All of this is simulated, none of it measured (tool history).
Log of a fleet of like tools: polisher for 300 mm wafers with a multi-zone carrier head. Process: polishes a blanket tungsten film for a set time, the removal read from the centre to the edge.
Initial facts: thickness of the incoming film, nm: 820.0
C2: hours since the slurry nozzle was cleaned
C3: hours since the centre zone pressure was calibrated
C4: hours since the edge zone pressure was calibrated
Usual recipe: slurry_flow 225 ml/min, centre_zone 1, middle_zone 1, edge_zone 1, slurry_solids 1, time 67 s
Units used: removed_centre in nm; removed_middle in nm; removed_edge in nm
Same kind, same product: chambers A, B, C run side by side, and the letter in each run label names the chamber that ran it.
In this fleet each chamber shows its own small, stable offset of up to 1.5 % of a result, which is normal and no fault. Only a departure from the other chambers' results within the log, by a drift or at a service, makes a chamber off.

{"run": "1B", "hour": 8.8, "slurry_flow": 225, "centre_zone": 1, "middle_zone": 1, "edge_zone": 1, "slurry_solids": 1, "time": 67, "wafers polished on this pad": 1498, "C2": 18.8, "C3": 284.3, "C4": 726.6, "removed_centre": 249.69, "removed_middle": 244.99, "removed_edge": 252.69}
{"hour": 12.5, "done": "chamber B: worn pad replaced by a new one"}
{"run": "2C", "hour": 15.0, "slurry_flow": 225, "centre_zone": 1, "middle_zone": 1, "edge_zone": 1, "slurry_solids": 1, "time": 67, "wafers polished on this pad": 444, "C2": 694.5, "C3": 889.2, "C4": 477.1, "removed_centre": 249.99, "removed_middle": 250.44, "removed_edge": 251.67}
{"run": "3A", "hour": 22.9, "slurry_flow": 225, "centre_zone": 1, "middle_zone": 1, "edge_zone": 1, "slurry_solids": 1, "time": 67, "wafers polished on this pad": 565, "C2": 184.3, "C3": 205.8, "C4": 753.1, "removed_centre": 252.54, "removed_middle": 250.23, "removed_edge": 250.85}
{"run": "4B", "hour": 29.5, "slurry_flow": 225, "centre_zone": 1, "middle_zone": 1, "edge_zone": 1, "slurry_solids": 1, "time": 67, "wafers polished on this pad": 234, "C2": 39.5, "C3": 305, "C4": 747.3, "removed_centre": 250.67, "removed_middle": 246.14, "removed_edge": 249.76}
{"hour": 34.5, "done": "chamber A: worn pad replaced by a new one"}
{"run": "5A", "hour": 36.0, "slurry_flow": 225, "centre_zone": 1, "middle_zone": 1, "edge_zone": 1, "slurry_solids": 1, "time": 67, "wafers polished on this pad": 21, "C2": 197.4, "C3": 218.9, "C4": 766.2, "removed_centre": 249.94, "removed_middle": 252.27, "removed_edge": 257.42}
{"run": "6C", "hour": 44.7, "slurry_flow": 225, "centre_zone": 1, "middle_zone": 1, "edge_zone": 1, "slurry_solids": 1, "time": 67, "wafers polished on this pad": 852, "C2": 724.2, "C3": 918.9, "C4": 506.8, "removed_centre": 251.74, "removed_middle": 254.1, "removed_edge": 254.5}
{"hour": 50.5, "done": "chamber C: slurry nozzle cleaned"}
{"run": "7C", "hour": 51.0, "slurry_flow": 225, "centre_zone": 1, "middle_zone": 1, "edge_zone": 1, "slurry_solids": 1, "time": 67, "wafers polished on this pad": 939, "C2": 0.5, "C3": 925.2, "C4": 513.1, "removed_centre": 248.14, "removed_middle": 250.4, "removed_edge": 256.61}
{"hour": 52.7, "done": "chamber C: worn pad replaced by a new one"}
{"hour": 56.1, "done": "chamber B: centre zone pressure recalibrated"}
{"run": "8A", "hour": 57.0, "slurry_flow": 225, "centre_zone": 1, "middle_zone": 1, "edge_zone": 1, "slurry_solids": 1, "time": 67, "wafers polished on this pad": 310, "C2": 218.4, "C3": 239.9, "C4": 787.2, "removed_centre": 250.99, "removed_middle": 250.53, "removed_edge": 246.78}
{"run": "9B", "hour": 66.4, "slurry_flow": 225, "centre_zone": 1, "middle_zone": 1, "edge_zone": 1, "slurry_solids": 1, "time": 67, "wafers polished on this pad": 741, "C2": 76.4, "C3": 10.4, "C4": 784.2, "removed_centre": 251.39, "removed_middle": 249.26, "removed_edge": 252.59}
{"run": "10A", "hour": 77.6, "slurry_flow": 225, "centre_zone": 1, "middle_zone": 1, "edge_zone": 1, "slurry_solids": 1, "time": 77, "wafers polished on this pad": 592, "C2": 239, "C3": 260.5, "C4": 807.8, "removed_centre": 285.38, "removed_middle": 285.46, "removed_edge": 286.72}
{"run": "11B", "hour": 85.1, "slurry_flow": 225, "centre_zone": 1, "middle_zone": 1, "edge_zone": 1, "slurry_solids": 1, "time": 77, "wafers polished on this pad": 998, "C2": 95.1, "C3": 29.1, "C4": 802.9, "removed_centre": 287.74, "removed_middle": 285.91, "removed_edge": 285.45}
{"hour": 85.6, "done": "chamber A: worn pad replaced by a new one"}
{"hour": 91.1, "done": "chamber C: centre zone pressure recalibrated"}
{"run": "12C", "hour": 96.0, "slurry_flow": 225, "centre_zone": 1, "middle_zone": 1, "edge_zone": 1, "slurry_solids": 1, "time": 77, "wafers polished on this pad": 595, "C2": 45.5, "C3": 5, "C4": 558.1, "removed_centre": 309.58, "removed_middle": 284.01, "removed_edge": 289.57}
{"run": "13C", "hour": 102.8, "slurry_flow": 225, "centre_zone": 1, "middle_zone": 1, "edge_zone": 1, "slurry_solids": 1, "time": 67, "wafers polished on this pad": 688, "C2": 52.3, "C3": 11.8, "C4": 564.9, "removed_centre": 270.5, "removed_middle": 249.05, "removed_edge": 251.21}
{"hour": 105.9, "done": "chamber B: worn pad replaced by a new one"}
{"run": "14B", "hour": 108.7, "slurry_flow": 225, "centre_zone": 1, "middle_zone": 1, "edge_zone": 1, "slurry_solids": 1, "time": 67, "wafers polished on this pad": 39, "C2": 118.7, "C3": 52.7, "C4": 826.5, "removed_centre": 247.38, "removed_middle": 245.55, "removed_edge": 251.25}
{"run": "15A", "hour": 114.8, "slurry_flow": 225, "centre_zone": 1, "middle_zone": 1, "edge_zone": 1, "slurry_solids": 1, "time": 67, "wafers polished on this pad": 401, "C2": 276.2, "C3": 297.7, "C4": 845, "removed_centre": 251.76, "removed_middle": 252.69, "removed_edge": 250.92}
{"run": "16C", "hour": 120.9, "slurry_flow": 225, "centre_zone": 1, "middle_zone": 1, "edge_zone": 1, "slurry_solids": 1, "time": 67, "wafers polished on this pad": 937, "C2": 70.4, "C3": 29.9, "C4": 583, "removed_centre": 266.95, "removed_middle": 249.02, "removed_edge": 251.07}
{"hour": 130.8, "done": "chamber C: worn pad replaced by a new one"}
{"run": "17A", "hour": 131.6, "slurry_flow": 225, "centre_zone": 1, "middle_zone": 1, "edge_zone": 1, "slurry_solids": 1, "time": 67, "wafers polished on this pad": 632, "C2": 293, "C3": 314.5, "C4": 861.8, "removed_centre": 248.2, "removed_middle": 250.84, "removed_edge": 247.96}
{"run": "18B", "hour": 140.5, "slurry_flow": 225, "centre_zone": 1, "middle_zone": 1, "edge_zone": 1, "slurry_solids": 1, "time": 67, "wafers polished on this pad": 475, "C2": 150.5, "C3": 84.5, "C4": 858.3, "removed_centre": 251.06, "removed_middle": 246.66, "removed_edge": 254.52}
{"hour": 142.3, "done": "chamber A: worn pad replaced by a new one"}
{"run": "19C", "hour": 147.6, "slurry_flow": 225, "centre_zone": 1, "middle_zone": 1, "edge_zone": 1, "slurry_solids": 1, "time": 67, "wafers polished on this pad": 230, "C2": 97.1, "C3": 56.6, "C4": 609.7, "removed_centre": 269.36, "removed_middle": 250.36, "removed_edge": 258.35}
{"run": "20B", "hour": 155.1, "slurry_flow": 225, "centre_zone": 1, "middle_zone": 1, "edge_zone": 1, "slurry_solids": 1, "time": 67, "wafers polished on this pad": 676, "C2": 165.1, "C3": 99.1, "C4": 872.9, "removed_centre": 251.55, "removed_middle": 249.48, "removed_edge": 252.15}
{"run": "21A", "hour": 162.6, "slurry_flow": 225, "centre_zone": 1, "middle_zone": 1, "edge_zone": 1, "slurry_solids": 1, "time": 52, "wafers polished on this pad": 279, "C2": 324, "C3": 345.5, "C4": 892.8, "removed_centre": 195.84, "removed_middle": 199.41, "removed_edge": 192.54}
{"run": "22C", "hour": 168.8, "slurry_flow": 225, "centre_zone": 1, "middle_zone": 1, "edge_zone": 1, "slurry_solids": 1, "time": 52, "wafers polished on this pad": 522, "C2": 118.3, "C3": 77.8, "C4": 630.9, "removed_centre": 210.66, "removed_middle": 197.73, "removed_edge": 192.25}
{"hour": 171.9, "done": "chamber A: edge zone pressure recalibrated"}
{"run": "23A", "hour": 178.0, "slurry_flow": 225, "centre_zone": 1, "middle_zone": 1, "edge_zone": 1, "slurry_solids": 1, "time": 52, "wafers polished on this pad": 490, "C2": 339.4, "C3": 360.9, "C4": 6.2, "removed_centre": 195.56, "removed_middle": 194.48, "removed_edge": 198.2}
{"run": "24B", "hour": 188.4, "slurry_flow": 225, "centre_zone": 1, "middle_zone": 1, "edge_zone": 1, "slurry_solids": 1.2, "time": 67, "wafers polished on this pad": 1133, "C2": 198.4, "C3": 132.4, "C4": 906.2, "removed_centre": 261.9, "removed_middle": 260.85, "removed_edge": 263.44}
{"hour": 191.9, "done": "chamber A: worn pad replaced by a new one"}
{"run": "25C", "hour": 194.7, "slurry_flow": 225, "centre_zone": 1, "middle_zone": 1, "edge_zone": 1, "slurry_solids": 1.2, "time": 67, "wafers polished on this pad": 877, "C2": 144.2, "C3": 103.7, "C4": 656.8, "removed_centre": 282.68, "removed_middle": 260.55, "removed_edge": 262.28}
{"run": "26B", "hour": 200.5, "slurry_flow": 225, "centre_zone": 1, "middle_zone": 1, "edge_zone": 1, "slurry_solids": 1.2, "time": 67, "wafers polished on this pad": 1299, "C2": 210.5, "C3": 144.5, "C4": 918.3, "removed_centre": 262.27, "removed_middle": 259.13, "removed_edge": 264.79}
{"run": "27A", "hour": 211.0, "slurry_flow": 225, "centre_zone": 1, "middle_zone": 1, "edge_zone": 1, "slurry_solids": 1, "time": 67, "wafers polished on this pad": 263, "C2": 372.4, "C3": 393.9, "C4": 39.2, "removed_centre": 250.09, "removed_middle": 259.93, "removed_edge": 255.49}
{"hour": 211.1, "done": "chamber B: worn pad replaced by a new one"}
{"hour": 216.1, "done": "chamber C: worn pad replaced by a new one"}
{"run": "28A", "hour": 218.7, "slurry_flow": 225, "centre_zone": 1, "middle_zone": 1, "edge_zone": 1, "slurry_solids": 1, "time": 67, "wafers polished on this pad": 369, "C2": 380.1, "C3": 401.6, "C4": 46.9, "removed_centre": 253.6, "removed_middle": 257.8, "removed_edge": 248.66}
{"run": "29C", "hour": 226.2, "slurry_flow": 225, "centre_zone": 1, "middle_zone": 1, "edge_zone": 1, "slurry_solids": 1, "time": 67, "wafers polished on this pad": 139, "C2": 175.7, "C3": 135.2, "C4": 688.3, "removed_centre": 270.58, "removed_middle": 252.18, "removed_edge": 251.76}
{"run": "30B", "hour": 235.5, "slurry_flow": 225, "centre_zone": 1, "middle_zone": 1, "edge_zone": 1, "slurry_solids": 1, "time": 67, "wafers polished on this pad": 335, "C2": 245.5, "C3": 179.5, "C4": 953.3, "removed_centre": 247.13, "removed_middle": 246.75, "removed_edge": 250.6}
{"run": "31C", "hour": 243.3, "slurry_flow": 225, "centre_zone": 1, "middle_zone": 1, "edge_zone": 1, "slurry_solids": 1, "time": 67, "wafers polished on this pad": 374, "C2": 192.8, "C3": 152.3, "C4": 705.4, "removed_centre": 269.19, "removed_middle": 249.06, "removed_edge": 252.73}
{"run": "32A", "hour": 249.6, "slurry_flow": 225, "centre_zone": 1, "middle_zone": 1, "edge_zone": 1, "slurry_solids": 1, "time": 67, "wafers polished on this pad": 793, "C2": 411, "C3": 432.5, "C4": 77.8, "removed_centre": 251.83, "removed_middle": 248.01, "removed_edge": 250.11}
{"run": "33B", "hour": 256.0, "slurry_flow": 225, "centre_zone": 1, "middle_zone": 1, "edge_zone": 1, "slurry_solids": 1, "time": 67, "wafers polished on this pad": 616, "C2": 266, "C3": 200, "C4": 973.8, "removed_centre": 251.25, "removed_middle": 252.77, "removed_edge": 244.68}

Is one chamber off against the others, does the gauge drift, or is nothing wrong? If a chamber is off, say which, and what the likeliest cause is.

Chamber C came out of a service off from its peers and stayed that way.
Cause: centre zone's pressure above its setpoint, % = 6.28.

Below are 4 candidate recipes for chamber C's next run, each the usual settings with a change, their results shown as question marks. Which of them brings C's results back in line with what the other chambers give on the usual settings?
Maximum distance from the other chambers' mean on the usual settings for a result to count as in line: removed_centre 6.1 nm; removed_middle 8.2 nm; removed_edge 12 nm
{"run": "34C-1", "hour": 264.0, "slurry_flow": 220, "centre_zone": 0.91, "middle_zone": 1.01, "edge_zone": 1.04, "slurry_solids": 1, "time": 66, "removed_centre": "?", "removed_middle": "?", "removed_edge": "?"}
{"run": "34C-2", "hour": 264.0, "slurry_flow": 230, "centre_zone": 1.09, "middle_zone": 0.99, "edge_zone": 0.96, "slurry_solids": 1, "time": 68, "removed_centre": "?", "removed_middle": "?", "removed_edge": "?"}
{"run": "34C-3", "hour": 264.0, "slurry_flow": 220, "centre_zone": 0.94, "middle_zone": 1.01, "edge_zone": 1.02, "slurry_solids": 1, "time": 67, "removed_centre": "?", "removed_middle": "?", "removed_edge": "?"}
{"run": "34C-4", "hour": 264.0, "slurry_flow": 230, "centre_zone": 1.06, "middle_zone": 0.99, "edge_zone": 0.98, "slurry_solids": 1, "time": 68, "removed_centre": "?", "removed_middle": "?", "removed_edge": "?"}

The other chambers' mean on the usual settings: removed_centre 249.62 nm; removed_middle 250.23 nm; removed_edge 250.27 nm
run=34C-1 removed_centre=238.32 removed_middle=249.66 removed_edge=253.14
run=34C-2 removed_centre=300.56 removed_middle=253.79 removed_edge=251.18
run=34C-3 removed_centre=250.66 removed_middle=253.4 removed_edge=254.32
run=34C-4 removed_centre=291.65 removed_middle=253.83 removed_edge=253.89
Change 34C-3 lands the chamber within the allowed miss of the other chambers.

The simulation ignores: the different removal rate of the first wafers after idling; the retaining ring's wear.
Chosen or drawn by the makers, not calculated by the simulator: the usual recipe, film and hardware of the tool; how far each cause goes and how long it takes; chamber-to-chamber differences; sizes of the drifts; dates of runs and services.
